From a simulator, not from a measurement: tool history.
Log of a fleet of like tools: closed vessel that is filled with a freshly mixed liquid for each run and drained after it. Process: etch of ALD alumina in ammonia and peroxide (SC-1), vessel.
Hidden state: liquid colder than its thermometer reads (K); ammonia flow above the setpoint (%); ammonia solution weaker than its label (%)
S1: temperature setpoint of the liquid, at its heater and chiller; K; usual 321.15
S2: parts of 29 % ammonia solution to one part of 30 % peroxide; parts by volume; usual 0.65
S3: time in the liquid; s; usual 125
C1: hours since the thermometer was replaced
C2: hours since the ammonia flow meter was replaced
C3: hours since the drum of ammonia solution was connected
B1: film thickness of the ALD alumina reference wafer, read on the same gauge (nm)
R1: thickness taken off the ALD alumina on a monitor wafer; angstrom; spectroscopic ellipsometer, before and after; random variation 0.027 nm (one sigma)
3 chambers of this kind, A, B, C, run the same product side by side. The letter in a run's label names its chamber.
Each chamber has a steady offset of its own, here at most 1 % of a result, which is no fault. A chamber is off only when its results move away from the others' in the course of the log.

Run 1B, hour 5.1: usual settings; C1 1416.5; C2 1597.5; C3 35.2; B1 110.02. Result: R1 87.706 angstrom.
Run 2C, hour 11.5: usual settings; C1 1693.7; C2 510.8; C3 354.7; B1 110.00. Result: R1 86.593 angstrom.
Run 3A, hour 18.7: usual settings; C1 236.8; C2 829.5; C3 866.3; B1 110.02. Result: R1 87.979 angstrom.
Run 4C, hour 22.9: usual settings; C1 1705.1; C2 522.2; C3 366.1; B1 110.02. Result: R1 86.958 angstrom.
Run 5A, hour 26.6: usual settings; C1 244.7; C2 837.4; C3 874.2; B1 110.00. Result: R1 87.690 angstrom.
Run 6B, hour 33.7: usual settings; C1 1445.1; C2 1626.1; C3 63.8; B1 110.01. Result: R1 87.511 angstrom.
Run 7A, hour 38.3: usual settings; C1 256.4; C2 849.1; C3 885.9; B1 110.01. Result: R1 87.669 angstrom.
Run 8C, hour 43.2: usual settings; C1 1725.4; C2 542.5; C3 386.4; B1 110.00. Result: R1 86.515 angstrom.
Run 9B, hour 48.1: usual settings; C1 1459.5; C2 1640.5; C3 78.2; B1 109.98. Result: R1 86.645 angstrom.
Run 10B, hour 53.2: usual settings; C1 1464.6; C2 1645.6; C3 83.3; B1 110.00. Result: R1 86.584 angstrom.
Run 11C, hour 59.3: usual settings; C1 1741.5; C2 558.6; C3 402.5; B1 110.01. Result: R1 86.871 angstrom.
Run 12A, hour 64.5: usual settings; C1 282.6; C2 875.3; C3 912.1; B1 110.00. Result: R1 87.373 angstrom.
At hour 68.5: chamber C: new drum of ammonia solution connected.
Run 13A, hour 69.4: usual settings; C1 287.5; C2 880.2; C3 917.0; B1 110.00. Result: R1 87.485 angstrom.
Run 14C, hour 74.0: usual settings; C1 1756.2; C2 573.3; C3 5.5; B1 110.01. Result: R1 87.582 angstrom.
Run 15B, hour 80.9: usual settings; C1 1492.3; C2 1673.3; C3 111.0; B1 110.00. Result: R1 85.294 angstrom.
Run 16C, hour 86.5: usual settings; C1 1768.7; C2 585.8; C3 18.0; B1 110.03. Result: R1 86.741 angstrom.
Run 17A, hour 92.6: usual settings; C1 310.7; C2 903.4; C3 940.2; B1 109.99. Result: R1 87.220 angstrom.
Run 18B, hour 98.4: usual settings but S3 80 s; C1 1509.8; C2 1690.8; C3 128.5; B1 110.01. Result: R1 54.449 angstrom.
Run 19C, hour 104.5: usual settings but S3 80 s; C1 1786.7; C2 603.8; C3 36.0; B1 109.99. Result: R1 55.418 angstrom.
Run 20A, hour 111.4: usual settings but S3 80 s; C1 329.5; C2 922.2; C3 959.0; B1 110.03. Result: R1 55.895 angstrom.
Run 21B, hour 116.1: usual settings; C1 1527.5; C2 1708.5; C3 146.2; B1 110.00. Result: R1 85.227 angstrom.
Run 22A, hour 119.8: usual settings; C1 337.9; C2 930.6; C3 967.4; B1 109.99. Result: R1 87.152 angstrom.

What goes on in this fleet: one chamber off, a drifting gauge, or nothing beyond the chambers' own small offsets? Name the chamber and the cause, if any.

Chamber B drifts away from the others.
Cause: liquid colder than its thermometer reads (K) = 0.654.

Here are 4 candidates for chamber B's next run, each the usual settings with a change, their results left as question marks. Which one brings its results back in line with what the others give on the usual settings?
In line means no further than this from the other chambers' mean on the usual settings: R1 0.940 angstrom
Run 23B-1, hour 125.0: usual settings but S1 320.65 K. Result: R1 ?.
Run 23B-2, hour 125.0: usual settings but S2 0.60 parts by volume. Result: R1 ?.
Run 23B-3, hour 125.0: usual settings but S2 0.70 parts by volume. Result: R1 ?.
Run 23B-4, hour 125.0: usual settings but S1 321.65 K. Result: R1 ?.

The other chambers' mean on the usual settings: R1 87.238 angstrom
  run      R1
23B-1  82.288
23B-2  83.978
23B-3  85.235
23B-4  86.978
23B-4 brings the chamber back in line.

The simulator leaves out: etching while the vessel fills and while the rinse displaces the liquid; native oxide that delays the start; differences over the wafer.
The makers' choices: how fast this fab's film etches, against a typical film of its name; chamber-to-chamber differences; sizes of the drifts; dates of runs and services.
